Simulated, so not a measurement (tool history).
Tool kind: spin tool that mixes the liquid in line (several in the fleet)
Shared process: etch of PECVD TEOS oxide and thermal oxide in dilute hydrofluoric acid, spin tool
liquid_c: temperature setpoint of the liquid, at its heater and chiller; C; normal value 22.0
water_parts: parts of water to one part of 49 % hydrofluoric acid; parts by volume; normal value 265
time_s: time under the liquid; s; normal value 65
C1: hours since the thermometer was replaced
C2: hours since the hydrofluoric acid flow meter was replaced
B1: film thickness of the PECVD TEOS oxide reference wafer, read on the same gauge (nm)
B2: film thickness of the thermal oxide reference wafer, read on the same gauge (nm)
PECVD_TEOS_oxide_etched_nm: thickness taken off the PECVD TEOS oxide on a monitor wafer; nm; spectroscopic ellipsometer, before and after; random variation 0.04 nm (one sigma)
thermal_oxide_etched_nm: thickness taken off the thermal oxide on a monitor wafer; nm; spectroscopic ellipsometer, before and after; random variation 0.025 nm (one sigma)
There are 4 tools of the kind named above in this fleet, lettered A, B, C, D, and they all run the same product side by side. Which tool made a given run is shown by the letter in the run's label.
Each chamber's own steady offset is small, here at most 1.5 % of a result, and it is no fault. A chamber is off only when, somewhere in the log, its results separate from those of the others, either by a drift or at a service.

run 1A day=0.254 | liquid_c=22.0 water_parts=265 time_s=65 | C1=1067.6 C2=1332.6 | B1=60.015 B2=119.99 | PECVD_TEOS_oxide_etched_nm=4.2930 thermal_oxide_etched_nm=0.93666
-- day=0.500 chamber C: thermometer replaced
run 2C day=0.604 | liquid_c=22.0 water_parts=265 time_s=65 | C1=2.5 C2=519.4 | B1=60.012 B2=120.01 | PECVD_TEOS_oxide_etched_nm=4.1845 thermal_oxide_etched_nm=0.92770
run 3D day=0.979 | liquid_c=22.0 water_parts=265 time_s=65 | C1=1148.7 C2=128.5 | B1=59.981 B2=120.01 | PECVD_TEOS_oxide_etched_nm=4.2694 thermal_oxide_etched_nm=0.93405
run 4B day=1.542 | liquid_c=22.0 water_parts=265 time_s=65 | C1=2058.4 C2=356.1 | B1=59.999 B2=119.99 | PECVD_TEOS_oxide_etched_nm=4.2967 thermal_oxide_etched_nm=0.91510
run 5B day=2.121 | liquid_c=22.0 water_parts=265 time_s=65 | C1=2072.3 C2=370.0 | B1=59.999 B2=119.99 | PECVD_TEOS_oxide_etched_nm=4.2977 thermal_oxide_etched_nm=0.95528
run 6C day=2.658 | liquid_c=22.0 water_parts=265 time_s=65 | C1=51.8 C2=568.7 | B1=60.026 B2=120.01 | PECVD_TEOS_oxide_etched_nm=4.2074 thermal_oxide_etched_nm=0.91432
run 7A day=3.200 | liquid_c=22.0 water_parts=265 time_s=65 | C1=1138.3 C2=1403.3 | B1=59.963 B2=119.99 | PECVD_TEOS_oxide_etched_nm=4.3191 thermal_oxide_etched_nm=0.95480
run 8D day=3.679 | liquid_c=22.0 water_parts=265 time_s=65 | C1=1213.5 C2=193.3 | B1=59.990 B2=119.99 | PECVD_TEOS_oxide_etched_nm=4.2662 thermal_oxide_etched_nm=0.93991
run 9B day=4.112 | liquid_c=22.0 water_parts=265 time_s=65 | C1=2120.1 C2=417.8 | B1=60.012 B2=120.00 | PECVD_TEOS_oxide_etched_nm=4.2352 thermal_oxide_etched_nm=0.94304
run 10A day=4.583 | liquid_c=22.0 water_parts=265 time_s=65 | C1=1171.5 C2=1436.5 | B1=59.999 B2=120.00 | PECVD_TEOS_oxide_etched_nm=4.3157 thermal_oxide_etched_nm=0.96659
run 11D day=5.154 | liquid_c=22.0 water_parts=265 time_s=65 | C1=1248.9 C2=228.7 | B1=59.978 B2=119.99 | PECVD_TEOS_oxide_etched_nm=4.1920 thermal_oxide_etched_nm=0.91388
run 12C day=5.638 | liquid_c=22.0 water_parts=265 time_s=65 | C1=123.3 C2=640.2 | B1=60.000 B2=120.03 | PECVD_TEOS_oxide_etched_nm=4.1978 thermal_oxide_etched_nm=0.89747
run 13A day=5.958 | liquid_c=22.0 water_parts=265 time_s=65 | C1=1204.5 C2=1469.5 | B1=59.982 B2=120.00 | PECVD_TEOS_oxide_etched_nm=4.2230 thermal_oxide_etched_nm=0.94369
run 14C day=6.229 | liquid_c=20.5 water_parts=215 time_s=65 | C1=137.5 C2=654.4 | B1=60.002 B2=120.00 | PECVD_TEOS_oxide_etched_nm=5.1752 thermal_oxide_etched_nm=1.13450
run 15D day=6.608 | liquid_c=20.5 water_parts=215 time_s=65 | C1=1283.8 C2=263.6 | B1=59.989 B2=120.00 | PECVD_TEOS_oxide_etched_nm=5.2266 thermal_oxide_etched_nm=1.11920
run 16B day=7.108 | liquid_c=20.5 water_parts=215 time_s=65 | C1=2192.0 C2=489.7 | B1=59.997 B2=120.00 | PECVD_TEOS_oxide_etched_nm=5.1969 thermal_oxide_etched_nm=1.09640
run 17C day=7.604 | liquid_c=20.5 water_parts=215 time_s=65 | C1=170.5 C2=687.4 | B1=60.018 B2=120.01 | PECVD_TEOS_oxide_etched_nm=5.1602 thermal_oxide_etched_nm=1.11860
run 18A day=7.946 | liquid_c=22.0 water_parts=265 time_s=65 | C1=1252.2 C2=1517.2 | B1=59.993 B2=120.01 | PECVD_TEOS_oxide_etched_nm=4.2767 thermal_oxide_etched_nm=0.94565
run 19D day=8.396 | liquid_c=22.0 water_parts=265 time_s=65 | C1=1326.7 C2=306.5 | B1=59.997 B2=119.99 | PECVD_TEOS_oxide_etched_nm=4.2703 thermal_oxide_etched_nm=0.93755
run 20B day=8.883 | liquid_c=22.0 water_parts=265 time_s=105 | C1=2234.6 C2=532.3 | B1=60.000 B2=119.99 | PECVD_TEOS_oxide_etched_nm=6.7461 thermal_oxide_etched_nm=1.46000
run 21A day=9.238 | liquid_c=22.0 water_parts=265 time_s=105 | C1=1283.2 C2=1548.2 | B1=60.001 B2=120.01 | PECVD_TEOS_oxide_etched_nm=6.9347 thermal_oxide_etched_nm=1.47860
run 22D day=9.504 | liquid_c=22.0 water_parts=265 time_s=105 | C1=1353.3 C2=333.1 | B1=60.012 B2=120.00 | PECVD_TEOS_oxide_etched_nm=6.8554 thermal_oxide_etched_nm=1.39030
run 23C day=10.012 | liquid_c=22.0 water_parts=265 time_s=105 | C1=228.3 C2=745.2 | B1=59.994 B2=120.00 | PECVD_TEOS_oxide_etched_nm=6.7576 thermal_oxide_etched_nm=1.49240
run 24B day=10.288 | liquid_c=24.0 water_parts=265 time_s=35 | C1=2268.3 C2=566.0 | B1=60.007 B2=119.99 | PECVD_TEOS_oxide_etched_nm=2.4426 thermal_oxide_etched_nm=0.52702
run 25C day=10.754 | liquid_c=24.0 water_parts=265 time_s=35 | C1=246.1 C2=763.0 | B1=59.989 B2=119.99 | PECVD_TEOS_oxide_etched_nm=2.4224 thermal_oxide_etched_nm=0.51562
run 26A day=11.112 | liquid_c=24.0 water_parts=265 time_s=35 | C1=1328.2 C2=1593.2 | B1=59.986 B2=120.00 | PECVD_TEOS_oxide_etched_nm=2.4650 thermal_oxide_etched_nm=0.53051
run 27B day=11.408 | liquid_c=24.0 water_parts=265 time_s=35 | C1=2295.2 C2=592.9 | B1=59.978 B2=119.98 | PECVD_TEOS_oxide_etched_nm=2.4895 thermal_oxide_etched_nm=0.53593
-- day=11.746 chamber B: thermometer replaced
run 28D day=11.992 | liquid_c=22.0 water_parts=265 time_s=65 | C1=1413.0 C2=392.8 | B1=60.004 B2=120.00 | PECVD_TEOS_oxide_etched_nm=4.2510 thermal_oxide_etched_nm=0.93282
run 29B day=12.392 | liquid_c=19.0 water_parts=265 time_s=40 | C1=15.6 C2=616.5 | B1=60.006 B2=120.01 | PECVD_TEOS_oxide_etched_nm=2.3437 thermal_oxide_etched_nm=0.52495
run 30C day=12.921 | liquid_c=19.0 water_parts=265 time_s=40 | C1=298.1 C2=815.0 | B1=60.011 B2=120.00 | PECVD_TEOS_oxide_etched_nm=2.3429 thermal_oxide_etched_nm=0.49699

All chambers now run identical settings, listed one chamber a line with results as question marks. What results will each chamber show?
run 31A day=13.338 | liquid_c=22.0 water_parts=265 time_s=100 | PECVD_TEOS_oxide_etched_nm=? thermal_oxide_etched_nm=?
run 31B day=13.338 | liquid_c=22.0 water_parts=265 time_s=100 | PECVD_TEOS_oxide_etched_nm=? thermal_oxide_etched_nm=?
run 31C day=13.338 | liquid_c=22.0 water_parts=265 time_s=100 | PECVD_TEOS_oxide_etched_nm=? thermal_oxide_etched_nm=?
run 31D day=13.338 | liquid_c=22.0 water_parts=265 time_s=100 | PECVD_TEOS_oxide_etched_nm=? thermal_oxide_etched_nm=?

run=31A PECVD_TEOS_oxide_etched_nm=6.4827 thermal_oxide_etched_nm=1.44120
run=31B PECVD_TEOS_oxide_etched_nm=6.5965 thermal_oxide_etched_nm=1.43150
run=31C PECVD_TEOS_oxide_etched_nm=6.4539 thermal_oxide_etched_nm=1.44510
run=31D PECVD_TEOS_oxide_etched_nm=6.5704 thermal_oxide_etched_nm=1.45260
